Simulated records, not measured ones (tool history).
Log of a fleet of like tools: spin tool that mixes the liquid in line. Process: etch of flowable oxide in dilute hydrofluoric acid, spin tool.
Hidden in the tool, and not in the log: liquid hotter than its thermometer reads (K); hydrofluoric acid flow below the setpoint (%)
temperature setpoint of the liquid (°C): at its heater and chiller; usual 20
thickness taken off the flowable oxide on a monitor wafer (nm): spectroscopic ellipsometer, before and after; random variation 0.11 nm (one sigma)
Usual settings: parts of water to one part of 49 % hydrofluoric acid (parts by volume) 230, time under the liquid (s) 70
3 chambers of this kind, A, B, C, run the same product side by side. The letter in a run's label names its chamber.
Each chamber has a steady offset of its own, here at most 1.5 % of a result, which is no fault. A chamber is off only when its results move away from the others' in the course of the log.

run   hour  temperature setpoint of the liquid (°C)  parts of water to one part of 49 % hydrofluoric acid (parts by volume)  time under the liquid (s)  hours since the thermometer was replaced  hours since the hydrofluoric acid flow meter was replaced  read-back film thickness of the flowable oxide reference wafer, read on the same gauge (nm)  thickness taken off the flowable oxide on a monitor wafer (nm)
 1A    8.3                                       20                                                                     230                         70                                     467.7                                                     1998.9                                                                                       120.02                                                         15.1790
 2C   19.3                                       20                                                                     230                         70                                     903.0                                                      363.0                                                                                       120.01                                                         15.3510
 3B   26.3                                       20                                                                     230                         70                                     549.8                                                     1270.4                                                                                       120.02                                                         15.5910
 4A   35.9                                       20                                                                     230                         70                                     495.3                                                     2026.5                                                                                       120.01                                                         15.2570
 5C   47.6                                       20                                                                     230                         70                                     931.3                                                      391.3                                                                                       119.99                                                         15.4310
 6B   56.4                                       17                                                                     230                         40                                     579.9                                                     1300.5                                                                                       120.01                                                          7.9190
 7A   66.7                                       17                                                                     230                         40                                     526.1                                                     2057.3                                                                                       119.98                                                          7.7230
 8B   78.3                                       17                                                                     230                         40                                     601.8                                                     1322.4                                                                                       119.99                                                          7.9207
 9C   87.6                                       20                                                                     295                         40                                     971.3                                                      431.3                                                                                       120.01                                                          6.4909
      92.7  -- chamber A: hydrofluoric acid flow meter replaced
10A   94.7                                       20                                                                     295                         40                                     554.1                                                        2.0                                                                                       120.00                                                          6.6162
11B  106.2                                       20                                                                     295                         40                                     629.7                                                     1350.3                                                                                       120.02                                                          6.5282
12C  115.1                                       20                                                                     230                         70                                     998.8                                                      458.8                                                                                       119.99                                                         15.3070
13B  126.0                                       20                                                                     230                         70                                     649.5                                                     1370.1                                                                                       119.99                                                         15.5310
14C  132.8                                       20                                                                     230                         70                                    1016.5                                                      476.5                                                                                       120.02                                                         15.3070
15A  137.9                                       20                                                                     230                         70                                     597.3                                                       45.2                                                                                       119.99                                                         16.1820
16A  145.8                                       20                                                                     230                         70                                     605.2                                                       53.1                                                                                       120.04                                                         16.3620
17B  155.7                                       20                                                                     230                         70                                     679.2                                                     1399.8                                                                                       119.98                                                         15.5540
18C  162.0                                       17                                                                     230                         85                                    1045.7                                                      505.7                                                                                       120.01                                                         16.5840
19C  170.6                                       17                                                                     230                         85                                    1054.3                                                      514.3                                                                                       120.00                                                         16.6580
20A  178.5                                       17                                                                     230                         85                                     637.9                                                       85.8                                                                                       120.00                                                         18.1060

What goes on in this fleet: one chamber off, a drifting gauge, or nothing beyond the chambers' own small offsets? Name the chamber and the cause, if any.

Chamber A drifts away from the others.
Cause: liquid hotter than its thermometer reads (K) = 2.42.

Here are 4 candidates for chamber A's next run, each the usual settings with a change, their results left as question marks. Which one brings its results back in line with what the others give on the usual settings?
In line means no further than this from the other chambers' mean on the usual settings: thickness taken off the flowable oxide on a monitor wafer (nm) 0.3900
21A-1  186.9                                     19.5                                                                     230                         60                                                                                                                                                                                                                                                                 ?
21A-2  186.9                                     20.0                                                                     215                         70                                                                                                                                                                                                                                                                 ?
21A-3  186.9                                     20.0                                                                     200                         70                                                                                                                                                                                                                                                                 ?
21A-4  186.9                                     20.0                                                                     245                         70                                                                                                                                                                                                                                                                 ?

The other chambers' mean on the usual settings: thickness taken off the flowable oxide on a monitor wafer (nm) 15.4760
  run  thickness taken off the flowable oxide on a monitor wafer (nm)
21A-1                                                         14.1580
21A-2                                                         18.2620
21A-3                                                         19.9200
21A-4                                                         15.5720
21A-4 brings the chamber back in line.
